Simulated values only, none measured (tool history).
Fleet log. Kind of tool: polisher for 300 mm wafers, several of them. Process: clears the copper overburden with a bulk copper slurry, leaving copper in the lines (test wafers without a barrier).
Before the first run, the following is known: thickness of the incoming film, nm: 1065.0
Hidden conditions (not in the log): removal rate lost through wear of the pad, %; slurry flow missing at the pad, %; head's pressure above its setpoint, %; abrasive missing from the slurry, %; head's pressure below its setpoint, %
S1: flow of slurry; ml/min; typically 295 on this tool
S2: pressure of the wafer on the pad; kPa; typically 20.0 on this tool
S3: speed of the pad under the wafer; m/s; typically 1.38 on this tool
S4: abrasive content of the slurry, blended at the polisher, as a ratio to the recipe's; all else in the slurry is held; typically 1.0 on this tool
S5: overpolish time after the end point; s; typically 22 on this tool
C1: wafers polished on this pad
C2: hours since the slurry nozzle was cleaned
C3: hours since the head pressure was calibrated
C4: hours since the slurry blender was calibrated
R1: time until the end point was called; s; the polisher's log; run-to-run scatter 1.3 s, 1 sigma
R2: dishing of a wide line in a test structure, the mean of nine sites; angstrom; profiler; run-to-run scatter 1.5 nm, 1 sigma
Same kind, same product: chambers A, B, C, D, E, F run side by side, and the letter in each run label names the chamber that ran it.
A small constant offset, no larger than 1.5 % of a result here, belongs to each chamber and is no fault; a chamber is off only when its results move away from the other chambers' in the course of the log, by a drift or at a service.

run,hour,S1,S2,S3,S4,S5,C1,C2,C3,C4,R1,R2
1F,2.7,295,20.0,1.38,1.0,22,449,57.1,13.0,114.2,89.695,972.47
2B,7.0,295,20.0,1.38,1.0,22,545,281.7,85.9,269.3,91.211,977.47
# hour 8.6: chamber B: worn pad replaced by a new one
3C,11.6,295,20.0,1.38,1.0,22,1040,89.6,286.5,86.1,88.963,990.92
# hour 11.7: chamber B: slurry nozzle cleaned
4A,14.6,295,20.0,1.38,1.0,22,292,59.7,1162.2,237.5,89.652,991.06
5D,17.3,295,20.0,1.38,1.0,22,1239,89.5,84.1,104.8,92.290,959.75
6E,19.9,295,20.0,1.38,1.0,22,1391,421.3,923.5,331.2,88.880,992.32
7E,23.7,295,20.0,1.38,1.0,22,1411,425.1,927.3,335.0,90.512,950.81
8B,26.1,295,20.0,1.38,1.0,22,95,14.4,105.0,288.4,91.060,965.53
9F,28.9,295,20.0,1.38,1.0,22,592,83.3,39.2,140.4,88.307,971.26
# hour 30.8: chamber D: worn pad replaced by a new one
10C,31.2,295,20.0,1.38,1.0,22,1146,109.2,306.1,105.7,91.161,1001.60
11D,33.4,295,20.0,1.38,1.0,22,14,105.6,100.2,120.9,88.083,1007.40
12A,36.2,295,20.0,1.38,1.0,22,409,81.3,1183.8,259.1,92.254,964.67
# hour 37.0: chamber E: slurry blender recalibrated
13B,40.4,295,20.0,1.38,1.0,22,172,28.7,119.3,302.7,90.785,970.41
14A,42.9,295,20.0,1.38,1.0,22,446,88.0,1190.5,265.8,94.638,992.75
15C,46.1,295,20.0,1.38,1.0,22,1227,124.1,321.0,120.6,90.209,955.68
# hour 47.2: chamber E: worn pad replaced by a new one
16F,50.5,295,20.0,1.38,1.0,22,709,104.9,60.8,162.0,91.232,978.06
# hour 51.4: chamber E: slurry nozzle cleaned
# hour 51.4: chamber C: worn pad replaced by a new one
17D,54.2,295,20.0,1.38,1.0,22,127,126.4,121.0,141.7,90.428,963.06
# hour 54.7: chamber A: head pressure recalibrated
# hour 56.4: chamber C: slurry blender recalibrated
18E,57.1,295,20.0,1.38,1.0,22,53,5.7,960.7,20.2,93.880,954.47
19E,60.0,295,14.5,1.38,1.2,22,69,8.6,963.6,23.1,120.380,820.91
20D,62.9,295,14.5,1.38,1.2,22,174,135.1,129.7,150.4,121.720,821.01
# hour 63.3: chamber D: slurry blender recalibrated
21F,65.1,295,14.5,1.38,1.2,22,788,119.5,75.4,176.6,116.820,829.34
22A,69.2,295,14.5,1.38,1.2,22,588,114.3,14.6,292.1,121.620,811.47
23C,72.1,295,14.5,1.38,1.2,22,112,150.1,347.0,15.7,122.240,840.78
# hour 72.8: chamber F: slurry blender recalibrated
24B,74.6,295,14.5,1.38,1.2,22,358,62.9,153.5,336.9,122.600,825.88
25F,78.9,295,20.0,1.38,1.0,31,863,133.3,89.2,6.2,90.356,1096.30
26D,82.3,295,20.0,1.38,1.0,31,279,154.5,149.1,19.0,92.148,1075.50
# hour 84.7: chamber A: worn pad replaced by a new one
27B,86.2,295,20.0,1.38,1.0,31,421,74.5,165.1,348.5,90.968,1101.10
28A,90.4,295,20.0,1.38,1.0,31,31,135.5,35.8,313.3,87.630,1093.40
29C,93.5,295,20.0,1.38,1.0,31,228,171.5,368.4,37.1,89.768,1113.90
30E,95.6,295,20.0,1.38,1.0,31,262,44.2,999.2,58.7,94.551,1045.40
# hour 98.7: chamber B: worn pad replaced by a new one
31B,99.2,295,20.0,1.38,1.0,22,3,87.5,178.1,361.5,92.356,962.23
32D,102.0,295,20.0,1.38,1.0,22,386,174.2,168.8,38.7,91.381,968.33
33F,106.0,295,20.0,1.38,1.0,22,1010,160.4,116.3,33.3,90.643,976.91
# hour 109.2: chamber B: slurry blender recalibrated
34E,110.4,295,20.0,1.38,1.0,22,343,59.0,1014.0,73.5,96.998,909.72
35C,114.4,295,20.0,1.72,1.0,32,342,192.4,389.3,58.0,71.864,1137.00
# hour 116.9: chamber F: worn pad replaced by a new one
36A,117.8,295,20.0,1.72,1.0,32,179,162.9,63.2,340.7,72.905,1123.80
37D,121.5,295,20.0,1.72,1.0,32,492,193.7,188.3,58.2,72.448,1131.30
38B,124.8,295,20.0,1.72,1.0,32,141,113.1,203.7,15.7,71.175,1165.90
39F,126.9,295,20.0,1.72,1.0,32,54,181.3,137.2,54.2,70.284,1135.90
# hour 127.8: chamber A: slurry blender recalibrated
40A,131.6,295,20.0,1.72,1.0,32,254,176.7,77.0,3.9,75.115,1138.40
41E,134.6,295,17.9,1.22,1.0,22,474,83.2,1038.2,97.7,123.260,816.16
42C,137.6,295,17.9,1.22,1.0,22,467,215.6,412.5,81.2,113.540,865.28

Is one chamber out of step, is the gauge drifting, or do the chambers differ by no more than their own small offsets? For an off chamber, give its letter and the likeliest cause.

It is chamber E that slowly wanders off from its peers.
Cause: head's pressure below its setpoint, % = 11.6.

Below are 4 candidate recipes for chamber E's next run, each the usual settings with a change, their results shown as question marks. Which of them brings E's results back in line with what the other chambers give on the usual settings?
A result is in line if it is within this distance of the other chambers' mean on the usual settings: R1 4.500 s; R2 52.00 angstrom
43E-1,140.9,300,22.1,1.52,1.0,24,,,,,?,?
43E-2,140.9,295,18.6,1.30,1.0,21,,,,,?,?
43E-3,140.9,290,17.9,1.24,1.0,21,,,,,?,?
43E-4,140.9,295,21.4,1.46,1.0,23,,,,,?,?

The mean the other chambers reach with the usual settings: R1 90.604 s; R2 978.30 angstrom
run,R1,R2
43E-1,83.174,1016.30
43E-2,115.370,822.86
43E-3,125.770,784.16
43E-4,89.506,972.37
The answer is 43E-4, which returns the chamber to within the allowed miss of the others.
